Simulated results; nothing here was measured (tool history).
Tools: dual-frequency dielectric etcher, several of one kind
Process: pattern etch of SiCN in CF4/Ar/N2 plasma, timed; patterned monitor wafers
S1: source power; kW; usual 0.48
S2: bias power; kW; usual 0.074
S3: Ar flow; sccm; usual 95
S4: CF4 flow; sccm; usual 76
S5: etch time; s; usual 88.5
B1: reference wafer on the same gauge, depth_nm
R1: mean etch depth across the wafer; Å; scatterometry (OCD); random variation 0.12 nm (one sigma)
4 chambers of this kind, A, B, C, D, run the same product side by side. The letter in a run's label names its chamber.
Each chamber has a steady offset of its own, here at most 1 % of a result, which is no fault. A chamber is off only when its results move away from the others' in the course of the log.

run,hour,S1,S2,S3,S4,S5,B1,R1
1A,7,0.48,0.074,95,76,88.5,72.497,837.63
2B,21.4,0.48,0.074,95,76,88.5,72.469,834.67
3D,35,0.48,0.074,95,76,88.5,72.456,823.99
# hour 42.4: chamber C: CF4 flow controller replaced
4C,44.7,0.48,0.074,95,76,88.5,72.453,830.52
5A,59,0.48,0.074,95,76,67,72.435,635.19
# hour 62.9: chamber B: source power generator calibrated
# hour 64: chamber B: wet clean of the chamber
6B,65.9,0.48,0.074,95,76,67,72.39,632.88
7D,77.3,0.48,0.074,95,76,67,72.386,622.24
8C,89.5,0.48,0.074,95,76,67,72.41,627.98
9C,101.2,0.48,0.074,95,76,88.5,72.41,830.92
10B,109,0.48,0.074,95,76,88.5,72.365,836.98
11A,118.6,0.48,0.074,95,76,88.5,72.348,835.15
12D,126.7,0.48,0.074,95,76,88.5,72.363,821.05
13D,137,0.48,0.074,95,76,88.5,72.316,821.29
14C,143.8,0.48,0.074,95,76,88.5,72.301,831.81
# hour 146.5: chamber B: CF4 flow controller replaced
15A,152.5,0.48,0.074,95,76,88.5,72.304,837.59
16B,162.3,0.48,0.074,95,76,88.5,72.283,834.17
17B,172.1,0.48,0.074,95,76,88.5,72.254,833.74
18A,180.1,0.48,0.074,95,76,88.5,72.258,834.21
19C,189,0.48,0.074,95,76,88.5,72.271,830.89
20D,197.3,0.48,0.074,95,76,88.5,72.242,820.88
21B,204.5,0.48,0.074,95,76,88.5,72.239,834.53
22D,212.8,0.48,0.074,95,76,88.5,72.205,818.15
23A,226.5,0.48,0.074,95,76,88.5,72.179,834.22
24C,238.7,0.48,0.074,95,76,88.5,72.178,827.58
25C,245.7,0.48,0.074,95,76,88.5,72.165,826.56
26D,259.7,0.48,0.06,117,76,88.5,72.152,741.17
27A,266.4,0.48,0.06,117,76,88.5,72.147,756.36
28B,279.3,0.48,0.06,117,76,88.5,72.151,750.58
29A,290.3,0.48,0.06,117,76,88.5,72.123,749.66
30B,297.3,0.48,0.074,95,76,88.5,72.133,830.95
31D,309.4,0.48,0.074,95,76,88.5,72.084,820.28
# hour 313.5: chamber C: wet clean of the chamber
32C,319.5,0.48,0.074,95,76,88.5,72.056,823.39
33B,332.3,0.48,0.074,95,76,88.5,72.059,832.82

Is one chamber off against the others, does the gauge drift, or is nothing wrong? If a chamber is off, say which, and what the likeliest cause is.

The gauge drifts, so all chambers seem to drift together. No chamber is off.
Cause: gauge reads low (%) = 0.619.
